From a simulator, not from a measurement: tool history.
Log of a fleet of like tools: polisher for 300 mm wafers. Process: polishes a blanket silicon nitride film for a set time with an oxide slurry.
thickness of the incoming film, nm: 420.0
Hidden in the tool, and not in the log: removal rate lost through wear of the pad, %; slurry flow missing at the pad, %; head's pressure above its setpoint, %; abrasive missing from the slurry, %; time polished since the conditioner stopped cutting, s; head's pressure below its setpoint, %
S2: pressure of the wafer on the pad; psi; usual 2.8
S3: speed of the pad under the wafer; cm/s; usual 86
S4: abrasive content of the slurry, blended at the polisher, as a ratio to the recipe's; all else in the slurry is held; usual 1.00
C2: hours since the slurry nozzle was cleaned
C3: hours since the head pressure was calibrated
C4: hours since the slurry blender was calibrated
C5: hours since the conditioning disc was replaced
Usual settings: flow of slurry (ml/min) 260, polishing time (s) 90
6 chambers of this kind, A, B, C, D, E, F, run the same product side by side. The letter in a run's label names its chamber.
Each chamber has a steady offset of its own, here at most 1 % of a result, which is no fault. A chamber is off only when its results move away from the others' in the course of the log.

At day 0.338: chamber F: worn pad replaced by a new one.
At day 0.346: chamber F: slurry nozzle cleaned.
Run 1D, day 0.458: usual settings; wafers polished on this pad 584; C2 295.0; C3 125.8; C4 133.2; C5 233.9. Result: film removed (nm) 35.684.
At day 0.608: chamber A: slurry blender recalibrated.
At day 0.792: chamber D: conditioning disc replaced and pad reconditioned.
At day 0.812: chamber C: worn pad replaced by a new one.
Run 2C, day 0.871: usual settings; wafers polished on this pad 19; C2 172.3; C3 706.1; C4 104.2; C5 55.1. Result: film removed (nm) 35.782.
At day 1.146: chamber A: conditioning disc replaced and pad reconditioned.
Run 3F, day 1.208: usual settings; wafers polished on this pad 279; C2 20.8; C3 561.1; C4 351.6; C5 302.9. Result: film removed (nm) 35.981.
Run 4B, day 1.646: usual settings; wafers polished on this pad 744; C2 311.3; C3 846.5; C4 407.8; C5 152.3. Result: film removed (nm) 35.500.
At day 1.783: chamber E: slurry nozzle cleaned.
At day 1.833: chamber D: worn pad replaced by a new one.
Run 5A, day 1.862: usual settings; wafers polished on this pad 632; C2 744.7; C3 325.6; C4 30.1; C5 17.2. Result: film removed (nm) 35.345.
Run 6E, day 2.242: usual settings; wafers polished on this pad 1046; C2 11.1; C3 600.1; C4 158.0; C5 230.1. Result: film removed (nm) 35.081.
At day 2.271: chamber E: worn pad replaced by a new one.
At day 2.288: chamber F: slurry blender recalibrated.
At day 2.667: chamber C: slurry blender recalibrated.
Run 7A, day 2.688: usual settings; wafers polished on this pad 897; C2 764.5; C3 345.4; C4 49.9; C5 37.0. Result: film removed (nm) 35.068.
At day 2.729: chamber B: worn pad replaced by a new one.
At day 2.762: chamber A: worn pad replaced by a new one.
At day 2.925: chamber E: slurry blender recalibrated.
At day 2.929: chamber B: slurry blender recalibrated.
Run 8D, day 3.088: usual settings; wafers polished on this pad 402; C2 358.1; C3 188.9; C4 196.3; C5 55.1. Result: film removed (nm) 35.267.
Run 9E, day 3.383: usual settings; wafers polished on this pad 357; C2 38.5; C3 627.5; C4 11.0; C5 257.5. Result: film removed (nm) 35.794.
At day 3.488: chamber F: worn pad replaced by a new one.
At day 3.612: chamber C: conditioning disc replaced and pad reconditioned.
Run 10B, day 3.829: usual settings; wafers polished on this pad 352; C2 363.7; C3 898.9; C4 21.6; C5 204.7. Result: film removed (nm) 35.479.
Run 11C, day 4.054: usual settings; wafers polished on this pad 1039; C2 248.7; C3 782.5; C4 33.3; C5 10.6. Result: film removed (nm) 34.947.
At day 4.092: chamber A: slurry nozzle cleaned.
At day 4.233: chamber D: slurry blender recalibrated.
At day 4.279: chamber C: worn pad replaced by a new one.
Run 12F, day 4.525: usual settings; wafers polished on this pad 333; C2 100.4; C3 640.7; C4 53.8; C5 382.5. Result: film removed (nm) 35.457.
At day 4.646: chamber F: head pressure recalibrated.
At day 4.742: chamber D: worn pad replaced by a new one.
Run 13F, day 4.971: usual settings; wafers polished on this pad 476; C2 111.1; C3 7.9; C4 64.5; C5 393.2. Result: film removed (nm) 35.686.
At day 5.054: chamber C: slurry nozzle cleaned.
Run 14E, day 5.438: usual settings; wafers polished on this pad 1015; C2 87.8; C3 676.8; C4 60.3; C5 306.8. Result: film removed (nm) 35.750.
At day 5.592: chamber E: worn pad replaced by a new one.
Run 15D, day 5.871: usual settings; wafers polished on this pad 362; C2 424.9; C3 255.7; C4 39.3; C5 121.9. Result: film removed (nm) 34.737.
At day 5.929: chamber B: worn pad replaced by a new one.
At day 6.217: chamber A: worn pad replaced by a new one.
At day 6.267: chamber A: head pressure recalibrated.
Run 16A, day 6.267: usual settings; wafers polished on this pad 17; C2 52.3; C3 0.1; C4 135.8; C5 122.9. Result: film removed (nm) 35.554.
At day 6.350: chamber A: slurry blender recalibrated.
At day 6.421: chamber F: worn pad replaced by a new one.
Run 17B, day 6.604: usual settings; wafers polished on this pad 216; C2 430.3; C3 965.5; C4 88.2; C5 271.3. Result: film removed (nm) 35.621.
At day 6.821: chamber F: conditioning disc replaced and pad reconditioned.
Run 18C, day 6.983: usual settings; wafers polished on this pad 867; C2 46.4; C3 852.8; C4 103.6; C5 80.9. Result: film removed (nm) 35.718.
Run 19E, day 7.346: usual settings but polishing time (s) 63; wafers polished on this pad 562; C2 133.6; C3 722.6; C4 106.1; C5 352.6. Result: film removed (nm) 24.744.
Run 20B, day 7.583: usual settings but polishing time (s) 63; wafers polished on this pad 530; C2 453.8; C3 989.0; C4 111.7; C5 294.8. Result: film removed (nm) 24.983.
At day 7.712: chamber E: head pressure recalibrated.
At day 7.758: chamber D: worn pad replaced by a new one.
Run 21D, day 8.038: usual settings but polishing time (s) 63; wafers polished on this pad 89; C2 476.9; C3 307.7; C4 91.3; C5 173.9. Result: film removed (nm) 23.943.
At day 8.071: chamber C: worn pad replaced by a new one.
Run 22F, day 8.275: usual settings but polishing time (s) 63; wafers polished on this pad 594; C2 190.4; C3 87.2; C4 143.8; C5 34.9. Result: film removed (nm) 25.011.
At day 8.496: chamber E: conditioning disc replaced and pad reconditioned.
At day 8.579: chamber E: worn pad replaced by a new one.
At day 8.646: chamber C: conditioning disc replaced and pad reconditioned.
Run 23A, day 8.742: usual settings but polishing time (s) 63; wafers polished on this pad 810; C2 111.7; C3 59.5; C4 57.5; C5 182.3. Result: film removed (nm) 24.924.
Run 24C, day 8.950: usual settings but polishing time (s) 63; wafers polished on this pad 282; C2 93.6; C3 900.0; C4 150.8; C5 7.4. Result: film removed (nm) 24.746.
At day 9.167: chamber B: worn pad replaced by a new one.
Run 25E, day 9.246: usual settings; wafers polished on this pad 214; C2 179.2; C3 36.9; C4 151.7; C5 18.0. Result: film removed (nm) 35.780.
At day 9.258: chamber E: slurry blender recalibrated.
At day 9.267: chamber F: worn pad replaced by a new one.
At day 9.283: chamber A: worn pad replaced by a new one.
At day 9.312: chamber B: slurry nozzle cleaned.
At day 9.450: chamber C: slurry blender recalibrated.
Run 26B, day 9.688: usual settings; wafers polished on this pad 167; C2 9.1; C3 1039.5; C4 162.2; C5 345.3. Result: film removed (nm) 35.701.
Run 27D, day 10.146: usual settings; wafers polished on this pad 765; C2 527.5; C3 358.3; C4 141.9; C5 224.5. Result: film removed (nm) 33.651.
Run 28A, day 10.358: usual settings; wafers polished on this pad 345; C2 150.5; C3 98.3; C4 96.3; C5 221.1. Result: film removed (nm) 35.975.
At day 10.558: chamber D: conditioning disc replaced and pad reconditioned.
Run 29F, day 10.667: usual settings; wafers polished on this pad 449; C2 247.8; C3 144.6; C4 201.2; C5 92.3. Result: film removed (nm) 35.259.
Run 30C, day 11.096: usual settings; wafers polished on this pad 969; C2 145.1; C3 951.5; C4 39.6; C5 58.9. Result: film removed (nm) 35.427.
At day 11.154: chamber D: worn pad replaced by a new one.
At day 11.308: chamber E: worn pad replaced by a new one.
At day 11.421: chamber C: worn pad replaced by a new one.
Run 31F, day 11.521: usual settings; wafers polished on this pad 723; C2 268.3; C3 165.1; C4 221.7; C5 112.8. Result: film removed (nm) 35.382.
Run 32D, day 11.796: usual settings; wafers polished on this pad 206; C2 567.1; C3 397.9; C4 181.5; C5 29.8. Result: film removed (nm) 33.622.
Run 33C, day 12.233: usual settings but S4 0.85; wafers polished on this pad 260; C2 172.4; C3 978.8; C4 66.9; C5 86.2. Result: film removed (nm) 32.826.
At day 12.242: chamber A: slurry blender recalibrated.
Run 34E, day 12.471: usual settings but S4 0.85; wafers polished on this pad 372; C2 256.6; C3 114.3; C4 77.2; C5 95.4. Result: film removed (nm) 32.754.
Run 35B, day 12.683: usual settings but S4 0.85; wafers polished on this pad 1127; C2 81.0; C3 1111.4; C4 234.1; C5 417.2. Result: film removed (nm) 32.676.
At day 12.792: chamber D: slurry nozzle cleaned.
At day 12.800: chamber A: worn pad replaced by a new one.
At day 12.867: chamber F: worn pad replaced by a new one.
Run 36A, day 13.042: usual settings but S4 0.85; wafers polished on this pad 78; C2 214.9; C3 162.7; C4 19.3; C5 285.5. Result: film removed (nm) 32.678.
At day 13.142: chamber B: worn pad replaced by a new one.
Run 37D, day 13.342: usual settings but S4 0.85; wafers polished on this pad 701; C2 13.3; C3 435.0; C4 218.6; C5 66.9. Result: film removed (nm) 31.078.
At day 13.683: chamber B: conditioning disc replaced and pad reconditioned.
Run 38C, day 13.758: usual settings but S4 0.85; wafers polished on this pad 749; C2 209.0; C3 1015.4; C4 103.5; C5 122.8. Result: film removed (nm) 32.908.
Run 39A, day 14.179: usual settings; wafers polished on this pad 442; C2 242.2; C3 190.0; C4 46.6; C5 312.8. Result: film removed (nm) 35.675.
At day 14.325: chamber E: worn pad replaced by a new one.
Run 40F, day 14.596: usual settings; wafers polished on this pad 555; C2 342.1; C3 238.9; C4 295.5; C5 186.6. Result: film removed (nm) 35.589.
Run 41E, day 14.983: usual settings; wafers polished on this pad 211; C2 316.9; C3 174.6; C4 137.5; C5 155.7. Result: film removed (nm) 35.393.
Run 42B, day 15.396: usual settings; wafers polished on this pad 722; C2 146.1; C3 1176.5; C4 299.2; C5 41.1. Result: film removed (nm) 35.621.
Run 43B, day 15.704: usual settings; wafers polished on this pad 821; C2 153.5; C3 1183.9; C4 306.6; C5 48.5. Result: film removed (nm) 35.806.

Next, every chamber runs the same settings. What will each give?
Run 44A, day 16.046: usual settings. Result: film removed (nm) ?.
Run 44B, day 16.046: usual settings. Result: film removed (nm) ?.
Run 44C, day 16.046: usual settings. Result: film removed (nm) ?.
Run 44D, day 16.046: usual settings. Result: film removed (nm) ?.
Run 44E, day 16.046: usual settings. Result: film removed (nm) ?.
Run 44F, day 16.046: usual settings. Result: film removed (nm) ?.

run  film removed (nm)
44A             35.728
44B             35.486
44C             35.020
44D             32.234
44E             35.529
44F             35.953

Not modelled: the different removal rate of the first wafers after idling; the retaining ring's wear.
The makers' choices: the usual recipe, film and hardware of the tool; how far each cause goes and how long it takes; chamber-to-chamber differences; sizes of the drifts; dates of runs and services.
